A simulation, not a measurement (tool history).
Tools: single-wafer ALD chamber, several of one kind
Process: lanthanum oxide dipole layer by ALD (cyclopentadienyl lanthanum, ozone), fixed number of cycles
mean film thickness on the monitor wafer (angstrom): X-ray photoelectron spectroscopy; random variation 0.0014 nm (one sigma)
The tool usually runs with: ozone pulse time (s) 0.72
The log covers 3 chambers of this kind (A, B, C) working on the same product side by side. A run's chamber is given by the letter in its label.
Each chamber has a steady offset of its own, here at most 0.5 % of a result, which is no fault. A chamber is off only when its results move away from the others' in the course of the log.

run	day	ozone pulse time (s)	hours since the last thermocouple change	hours since the last ozone generator service	read-back reference wafer on the same gauge, thickness_nm	mean film thickness on the monitor wafer (angstrom)
1B	0.283	0.72	2260.9	202.5	0.41873	4.3954
2A	0.542	0.72	2123.7	424	0.41878	4.3762
3C	0.758	0.72	51	286.9	0.4192	4.3974
4B	1.075	0.72	2279.9	221.5	0.41885	4.3771
5A	1.362	0.72	2143.4	443.7	0.41897	4.4084
6C	1.712	0.72	73.9	309.8	0.41876	4.3892
7C	2.004	0.72	80.9	316.8	0.41888	4.403
8B	2.238	0.72	2307.8	249.4	0.41898	4.3943
9A	2.667	0.72	2174.7	475	0.41921	4.3828
10A	2.992	0.85	2182.5	482.8	0.41914	4.6946
11B	3.446	0.85	2336.8	278.4	0.41883	4.6926
12C	3.875	0.85	125.8	361.7	0.41873	4.7175
13A	4.092	0.72	2208.9	509.2	0.41867	4.3861
14C	4.412	0.89	138.7	374.6	0.41915	4.8323
15B	4.825	0.89	2369.9	311.5	0.41905	4.7604
16B	5.288	0.89	2381	322.6	0.41913	4.783
17C	5.504	0.72	164.9	400.8	0.41884	4.4166
18A	5.904	0.72	2252.4	552.7	0.41896	4.3941
19C	6.204	0.72	181.7	417.6	0.41896	4.4114
20B	6.504	0.72	2410.2	351.8	0.41921	4.3648
21A	6.929	0.72	2277	577.3	0.4187	4.3886
22A	7.296	0.53	2285.8	586.1	0.41875	3.7562
23B	7.746	0.53	2440	381.6	0.41863	3.7609
24C	8.088	0.53	226.9	462.8	0.41878	3.7794
25A	8.438	0.72	2313.2	613.5	0.41857	4.3649
26C	8.638	0.72	240.1	476	0.41875	4.3966
27B	9.021	0.72	2470.6	412.2	0.41863	4.4035
28B	9.383	0.72	2479.3	420.9	0.41857	4.3853
29C	9.688	0.72	265.3	501.2	0.4191	4.4012
30A	10.075	0.72	2352.5	652.8	0.41902	4.3129
31B	10.471	0.72	2505.4	447	0.41917	4.3775
32A	10.725	0.72	2368.1	668.4	0.41906	4.3298
33C	11.021	0.72	297.3	533.2	0.41884	4.4391
34A	11.479	0.72	2386.2	686.5	0.41888	4.3394
# day 11.679: chamber C: ozone generator serviced
35C	11.938	0.72	319.3	6.2	0.41932	4.4124
36B	12.208	0.72	2547.1	488.7	0.41894	4.4053
37C	12.483	0.72	332.4	19.3	0.41919	4.4232
38B	12.938	0.72	2564.6	506.2	0.41892	4.3675
39A	13.338	0.72	2430.8	731.1	0.41917	4.3054
40B	13.783	0.72	2584.9	526.5	0.41863	4.3775
41A	14	0.72	2446.7	747	0.41886	4.2752
42C	14.258	0.72	375	61.9	0.41903	4.3958
43B	14.633	0.83	2605.3	546.9	0.41895	4.6407

Each of the 3 chambers runs these same settings next. Fill in every chamber's results:
44A	14.971	0.83				?
44B	14.971	0.83				?
44C	14.971	0.83				?

run	mean film thickness on the monitor wafer (angstrom)
44A	4.5458
44B	4.6412
44C	4.7036
